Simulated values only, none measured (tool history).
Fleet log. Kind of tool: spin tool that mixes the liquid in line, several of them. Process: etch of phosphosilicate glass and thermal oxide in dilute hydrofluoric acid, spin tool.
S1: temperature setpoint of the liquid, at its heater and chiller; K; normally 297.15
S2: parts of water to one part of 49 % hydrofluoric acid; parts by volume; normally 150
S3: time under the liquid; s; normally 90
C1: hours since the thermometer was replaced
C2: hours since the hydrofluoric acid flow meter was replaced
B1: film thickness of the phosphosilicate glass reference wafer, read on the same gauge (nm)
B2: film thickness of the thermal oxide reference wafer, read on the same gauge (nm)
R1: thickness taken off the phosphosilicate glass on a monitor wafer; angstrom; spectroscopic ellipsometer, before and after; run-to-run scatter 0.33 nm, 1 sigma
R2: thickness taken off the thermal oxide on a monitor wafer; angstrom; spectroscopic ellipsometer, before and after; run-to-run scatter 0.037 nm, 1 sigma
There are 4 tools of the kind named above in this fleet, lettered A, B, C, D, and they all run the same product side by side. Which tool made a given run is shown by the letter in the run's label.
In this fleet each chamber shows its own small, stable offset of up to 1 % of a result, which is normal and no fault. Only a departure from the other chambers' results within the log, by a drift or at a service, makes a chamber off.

run 1D hour=1.9 | S1=297.15 S2=150 S3=90 | C1=524.3 C2=1828.6 | B1=109.99 B2=30.026 | R1=340.89 R2=26.79
run 2A hour=5.8 | S1=297.15 S2=150 S3=90 | C1=1514.3 C2=504.6 | B1=110.02 B2=29.968 | R1=339.45 R2=26.685
run 3B hour=9.8 | S1=297.15 S2=150 S3=90 | C1=292.4 C2=138.5 | B1=110 B2=29.991 | R1=348.78 R2=26.856
run 4C hour=12.6 | S1=297.15 S2=150 S3=90 | C1=1338.6 C2=1209.9 | B1=110.01 B2=29.988 | R1=340.2 R2=25.795
run 5D hour=14.7 | S1=297.15 S2=150 S3=90 | C1=537.1 C2=1841.4 | B1=109.95 B2=30.011 | R1=335.57 R2=25.992
run 6C hour=18.1 | S1=297.15 S2=150 S3=90 | C1=1344.1 C2=1215.4 | B1=110 B2=30.008 | R1=342.66 R2=25.71
run 7B hour=20.7 | S1=302.15 S2=150 S3=40 | C1=303.3 C2=149.4 | B1=110.02 B2=29.969 | R1=181.45 R2=13.752
run 8A hour=23.5 | S1=302.15 S2=150 S3=40 | C1=1532 C2=522.3 | B1=110.01 B2=30.028 | R1=184.43 R2=13.937
run 9D hour=26.4 | S1=302.15 S2=150 S3=40 | C1=548.8 C2=1853.1 | B1=109.98 B2=30.012 | R1=183.41 R2=14.315
run 10A hour=30.6 | S1=302.15 S2=150 S3=40 | C1=1539.1 C2=529.4 | B1=110.03 B2=30.021 | R1=185.82 R2=14.39
run 11C hour=34.5 | S1=297.15 S2=150 S3=90 | C1=1360.5 C2=1231.8 | B1=109.96 B2=30.017 | R1=338.96 R2=25.874
run 12B hour=38.4 | S1=297.15 S2=150 S3=90 | C1=321 C2=167.1 | B1=109.99 B2=30 | R1=342.27 R2=25.937
run 13A hour=41.4 | S1=297.15 S2=150 S3=90 | C1=1549.9 C2=540.2 | B1=110 B2=30.032 | R1=342.31 R2=26.515
run 14B hour=44.2 | S1=297.15 S2=150 S3=90 | C1=326.8 C2=172.9 | B1=110.04 B2=29.965 | R1=340.84 R2=25.666
run 15C hour=46.2 | S1=297.15 S2=150 S3=90 | C1=1372.2 C2=1243.5 | B1=110.03 B2=30.008 | R1=340.72 R2=26.443
run 16D hour=48.4 | S1=297.15 S2=150 S3=90 | C1=570.8 C2=1875.1 | B1=109.99 B2=29.965 | R1=343.79 R2=26.697
run 17C hour=52.4 | S1=297.15 S2=85 S3=135 | C1=1378.4 C2=1249.7 | B1=109.98 B2=29.98 | R1=982.33 R2=74.789
run 18B hour=55.1 | S1=297.15 S2=85 S3=135 | C1=337.7 C2=183.8 | B1=109.99 B2=29.997 | R1=973.91 R2=74.199
run 19A hour=58 | S1=297.15 S2=85 S3=135 | C1=1566.5 C2=556.8 | B1=110.01 B2=30.007 | R1=974.34 R2=74.713
run 20D hour=60.1 | S1=297.15 S2=85 S3=135 | C1=582.5 C2=1886.8 | B1=110.01 B2=30.02 | R1=980.2 R2=76.212
run 21B hour=63.7 | S1=297.15 S2=220 S3=90 | C1=346.3 C2=192.4 | B1=109.99 B2=30.029 | R1=214.41 R2=16.464
run 22A hour=67.3 | S1=297.15 S2=220 S3=90 | C1=1575.8 C2=566.1 | B1=110.01 B2=29.994 | R1=216.31 R2=16.859
run 23D hour=69.7 | S1=297.15 S2=220 S3=90 | C1=592.1 C2=1896.4 | B1=109.99 B2=29.985 | R1=215.71 R2=16.545
run 24C hour=72.6 | S1=297.15 S2=220 S3=90 | C1=1398.6 C2=1269.9 | B1=110.04 B2=29.998 | R1=215.01 R2=16.873
run 25D hour=75.9 | S1=297.15 S2=150 S3=90 | C1=598.3 C2=1902.6 | B1=110.02 B2=30.001 | R1=342.32 R2=26.196
run 26B hour=78.6 | S1=297.15 S2=150 S3=90 | C1=361.2 C2=207.3 | B1=109.97 B2=29.978 | R1=337.22 R2=25.915
run 27A hour=82.3 | S1=295.65 S2=150 S3=140 | C1=1590.8 C2=581.1 | B1=109.99 B2=30.002 | R1=503.01 R2=37.881
run 28C hour=85.1 | S1=295.65 S2=150 S3=140 | C1=1411.1 C2=1282.4 | B1=110.02 B2=30.019 | R1=511.05 R2=38.858
run 29D hour=87.1 | S1=295.65 S2=150 S3=140 | C1=609.5 C2=1913.8 | B1=110 B2=30.013 | R1=497.76 R2=38.588
run 30B hour=89.5 | S1=295.65 S2=150 S3=140 | C1=372.1 C2=218.2 | B1=109.98 B2=29.988 | R1=496.39 R2=38.179
run 31A hour=92.5 | S1=297.15 S2=120 S3=130 | C1=1601 C2=591.3 | B1=110.02 B2=29.981 | R1=645.1 R2=48.772
run 32C hour=96.6 | S1=297.15 S2=120 S3=130 | C1=1422.6 C2=1293.9 | B1=109.96 B2=29.97 | R1=644.51 R2=48.626
run 33D hour=98.5 | S1=297.15 S2=120 S3=130 | C1=620.9 C2=1925.2 | B1=109.99 B2=30.003 | R1=633.52 R2=49.52
run 34B hour=101.2 | S1=297.15 S2=120 S3=130 | C1=383.8 C2=229.9 | B1=109.97 B2=29.961 | R1=636.41 R2=48.86
run 35C hour=103.5 | S1=297.15 S2=150 S3=90 | C1=1429.5 C2=1300.8 | B1=110.02 B2=30.001 | R1=347.23 R2=25.866
run 36A hour=107.7 | S1=297.15 S2=150 S3=90 | C1=1616.2 C2=606.5 | B1=110.02 B2=29.991 | R1=345.2 R2=26.401
run 37A hour=110.1 | S1=297.15 S2=150 S3=90 | C1=1618.6 C2=608.9 | B1=110.02 B2=29.989 | R1=337.72 R2=26.793
run 38C hour=112.8 | S1=297.15 S2=150 S3=90 | C1=1438.8 C2=1310.1 | B1=109.98 B2=29.971 | R1=340.52 R2=25.594
run 39D hour=115.9 | S1=292.65 S2=125 S3=90 | C1=638.3 C2=1942.6 | B1=110.01 B2=30.008 | R1=353.36 R2=27.85
run 40B hour=118.1 | S1=292.65 S2=125 S3=90 | C1=400.7 C2=246.8 | B1=110 B2=30.017 | R1=348.8 R2=27.02
run 41A hour=120.3 | S1=292.65 S2=125 S3=90 | C1=1628.8 C2=619.1 | B1=110 B2=29.976 | R1=352.28 R2=26.646
run 42B hour=124.4 | S1=292.65 S2=125 S3=90 | C1=407 C2=253.1 | B1=109.98 B2=30 | R1=350.28 R2=27.27

All chambers now run identical settings, listed one chamber a line with results as question marks. What results will each chamber show?
run 43A hour=127.4 | S1=297.15 S2=150 S3=115 | R1=? R2=?
run 43B hour=127.4 | S1=297.15 S2=150 S3=115 | R1=? R2=?
run 43C hour=127.4 | S1=297.15 S2=150 S3=115 | R1=? R2=?
run 43D hour=127.4 | S1=297.15 S2=150 S3=115 | R1=? R2=?

run=43A R1=436.08 R2=33.291
run=43B R1=444.33 R2=33.84
run=43C R1=432.8 R2=33.532
run=43D R1=443.22 R2=34.508

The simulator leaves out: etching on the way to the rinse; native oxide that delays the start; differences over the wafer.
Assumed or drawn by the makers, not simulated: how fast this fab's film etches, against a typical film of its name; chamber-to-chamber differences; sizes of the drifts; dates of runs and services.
